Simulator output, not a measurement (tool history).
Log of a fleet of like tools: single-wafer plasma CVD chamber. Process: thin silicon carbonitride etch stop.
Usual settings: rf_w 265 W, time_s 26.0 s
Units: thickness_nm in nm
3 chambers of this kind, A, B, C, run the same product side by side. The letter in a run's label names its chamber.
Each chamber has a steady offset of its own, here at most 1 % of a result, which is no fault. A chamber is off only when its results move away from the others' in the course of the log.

run     day  rf_w  time_s  read-back reference wafer on the same gauge, thickness_nm  thickness_nm
 1C   0.454   265    26.0                                                     17.600        16.262
 2B   1.112   265    26.0                                                     17.601        16.280
 3A   1.596   265    26.0                                                     17.617        16.202
 4C   2.179   265    26.0                                                     17.608        16.270
 5B   2.583   265    21.0                                                     17.616        13.117
 6A   2.967   265    21.0                                                     17.617        13.050
 7C   3.317   265    21.0                                                     17.611        13.122
 8A   3.608   265    26.0                                                     17.620        16.176
 9B   4.075   265    26.0                                                     17.623        16.281
10B   4.408   305    23.3                                                     17.623        15.172
11C   4.942   305    23.3                                                     17.627        15.133
12A   5.254   305    23.3                                                     17.628        15.100
13C   5.862   265    26.0                                                     17.635        16.230
14A   6.408   265    26.0                                                     17.637        16.200
15B   6.708   265    28.6                                                     17.645        17.894
16B   7.121   265    28.6                                                     17.650        17.916
17A   7.454   265    28.6                                                     17.647        17.761
18C   8.012   265    26.0                                                     17.640        16.245
19C   8.500   265    26.0                                                     17.648        16.290
      9.075  -- chamber C: RF generator calibrated
20A   9.167   295    30.0                                                     17.648        19.330
21B   9.629   295    30.0                                                     17.663        19.357
22B  10.258   295    30.0                                                     17.656        19.426
23A  10.775   265    26.0                                                     17.665        16.182
24C  11.212   265    26.0                                                     17.670        16.263
25C  11.750   265    26.0                                                     17.670        16.299
26B  12.217   300    21.0                                                     17.675        13.699
27A  12.683   300    21.0                                                     17.676        13.584
28C  12.971   300    21.0                                                     17.679        13.625
29A  13.642   265    26.0                                                     17.681        16.248
30B  14.183   265    26.0                                                     17.680        16.295
31C  14.592   265    26.0                                                     17.690        16.258
32A  15.104   265    26.0                                                     17.690        16.193
33B  15.583   265    26.0                                                     17.685        16.370
34C  16.229   265    26.0                                                     17.695        16.311
     16.479  -- chamber B: RF generator calibrated
35B  16.875   305    22.1                                                     17.698        14.439
36A  17.500   305    22.1                                                     17.702        14.364
37B  17.908   305    22.1                                                     17.702        14.524
38C  18.371   265    26.0                                                     17.704        16.296
39A  18.712   265    26.0                                                     17.715        16.269
40A  19.179   265    26.0                                                     17.713        16.235
41B  19.800   305    26.0                                                     17.713        17.064

What goes on in this fleet: one chamber off, a drifting gauge, or nothing beyond the chambers' own small offsets? Name the chamber and the cause, if any.

The gauge drifts, so all chambers seem to drift together. No chamber is off.
Cause: gauge reads high (%) = 0.684.
